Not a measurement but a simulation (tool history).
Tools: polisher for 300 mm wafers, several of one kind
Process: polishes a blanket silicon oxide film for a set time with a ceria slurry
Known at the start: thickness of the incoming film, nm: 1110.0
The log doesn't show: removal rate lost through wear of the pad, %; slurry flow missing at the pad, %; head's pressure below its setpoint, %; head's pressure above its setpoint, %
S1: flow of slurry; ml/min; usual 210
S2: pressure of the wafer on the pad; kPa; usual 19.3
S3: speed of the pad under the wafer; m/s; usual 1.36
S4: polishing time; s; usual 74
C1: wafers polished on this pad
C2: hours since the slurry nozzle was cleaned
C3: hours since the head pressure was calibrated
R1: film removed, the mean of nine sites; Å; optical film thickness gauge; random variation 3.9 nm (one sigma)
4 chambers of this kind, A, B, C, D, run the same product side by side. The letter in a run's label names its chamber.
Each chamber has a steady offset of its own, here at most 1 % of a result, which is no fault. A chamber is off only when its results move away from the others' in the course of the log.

run	hour	S1	S2	S3	S4	C1	C2	C3	R1
1D	12.3	210	19.3	1.36	74	709	169.5	305.5	4803.3
# hour 23.2: chamber B: worn pad replaced by a new one
2B	25.7	210	19.3	1.36	74	35	150.2	326.4	4914.6
# hour 26.1: chamber D: head pressure recalibrated
3C	35.5	210	19.3	1.36	74	835	202.5	255.3	4822.0
4A	43.5	210	19.3	1.36	74	963	915.0	802.4	4881.2
# hour 55.2: chamber C: worn pad replaced by a new one
5B	55.4	210	19.3	1.36	74	453	179.9	356.1	4868.7
# hour 64.4: chamber D: worn pad replaced by a new one
6D	64.6	210	19.3	1.36	74	3	221.8	38.6	4871.9
# hour 65.2: chamber A: slurry nozzle cleaned
7A	74.3	210	19.3	1.36	74	1397	9.1	833.2	4820.5
8C	82.7	210	19.3	1.36	74	387	249.7	302.5	4830.4
9A	95.2	210	17.2	1.36	56	1691	30.0	854.1	3235.8
# hour 96.2: chamber B: worn pad replaced by a new one
# hour 101.8: chamber C: head pressure recalibrated
10C	102.5	210	17.2	1.36	56	666	269.5	0.8	3269.9
11B	114.0	210	17.2	1.36	56	251	238.5	414.7	3254.8
# hour 128.3: chamber C: worn pad replaced by a new one
12D	129.8	210	17.2	1.36	56	922	287.0	103.8	3225.5
13C	139.5	210	19.3	1.36	74	157	306.5	37.8	4763.7
14B	150.0	210	19.3	1.36	74	758	274.5	450.7	4752.3
# hour 154.1: chamber D: slurry nozzle cleaned
# hour 157.0: chamber D: worn pad replaced by a new one
15A	159.1	210	19.3	1.36	74	2591	93.9	918.0	4816.2
16D	166.8	210	19.3	1.36	74	138	12.8	140.8	4923.6
# hour 168.0: chamber B: worn pad replaced by a new one
17A	176.7	210	19.3	1.36	74	2839	111.5	935.6	4754.8
18C	190.3	210	19.3	1.62	88	873	357.3	88.6	6844.3
19D	199.5	210	19.3	1.62	88	598	45.5	173.5	6781.5
# hour 200.9: chamber C: worn pad replaced by a new one
20B	213.7	210	19.3	1.62	88	644	338.2	514.4	6828.3
21C	229.3	210	19.3	1.62	88	400	396.3	127.6	6838.6
# hour 240.8: chamber B: worn pad replaced by a new one
22A	243.7	210	19.3	1.36	74	3783	178.5	1002.6	4715.5
23B	259.9	170	19.3	1.36	74	270	384.4	560.6	4728.6
# hour 260.8: chamber D: worn pad replaced by a new one
24D	270.4	170	19.3	1.36	74	136	116.4	244.4	4672.7
25D	279.2	170	19.3	1.36	74	260	125.2	253.2	4586.7
# hour 286.5: chamber C: worn pad replaced by a new one
26A	291.8	170	19.3	1.36	74	4460	226.6	1050.7	4592.0
27B	302.0	210	19.3	1.36	74	862	426.5	602.7	4864.0
# hour 313.5: chamber C: slurry nozzle cleaned
28C	316.0	210	19.3	1.36	74	416	2.6	214.3	4785.2
# hour 318.7: chamber B: worn pad replaced by a new one
29B	325.9	210	19.3	1.36	74	101	450.4	626.6	4806.1
30D	336.7	210	19.3	1.36	74	1070	182.7	310.7	4814.2
31C	350.1	210	19.3	1.36	74	896	36.7	248.4	4844.0
32A	362.9	210	13.1	1.00	74	5462	297.7	1121.8	2255.4
# hour 363.4: chamber A: head pressure recalibrated
# hour 365.9: chamber D: worn pad replaced by a new one
33B	376.8	210	13.1	1.00	74	818	501.3	677.5	2424.2
# hour 379.2: chamber C: worn pad replaced by a new one
# hour 381.7: chamber D: head pressure recalibrated
34D	390.5	210	13.1	1.00	74	347	236.5	8.8	2421.5
35C	403.5	210	13.1	1.00	74	343	90.1	301.8	2437.6
36A	418.3	210	19.3	1.36	74	6242	353.1	55.0	4544.6

All 4 chambers run these settings next. Forecast each chamber's results:
37A	430.0	210	19.3	1.36	74				?
37B	430.0	210	19.3	1.36	74				?
37C	430.0	210	19.3	1.36	74				?
37D	430.0	210	19.3	1.36	74				?

run	R1
37A	4477.9
37B	4852.0
37C	4835.3
37D	4842.7
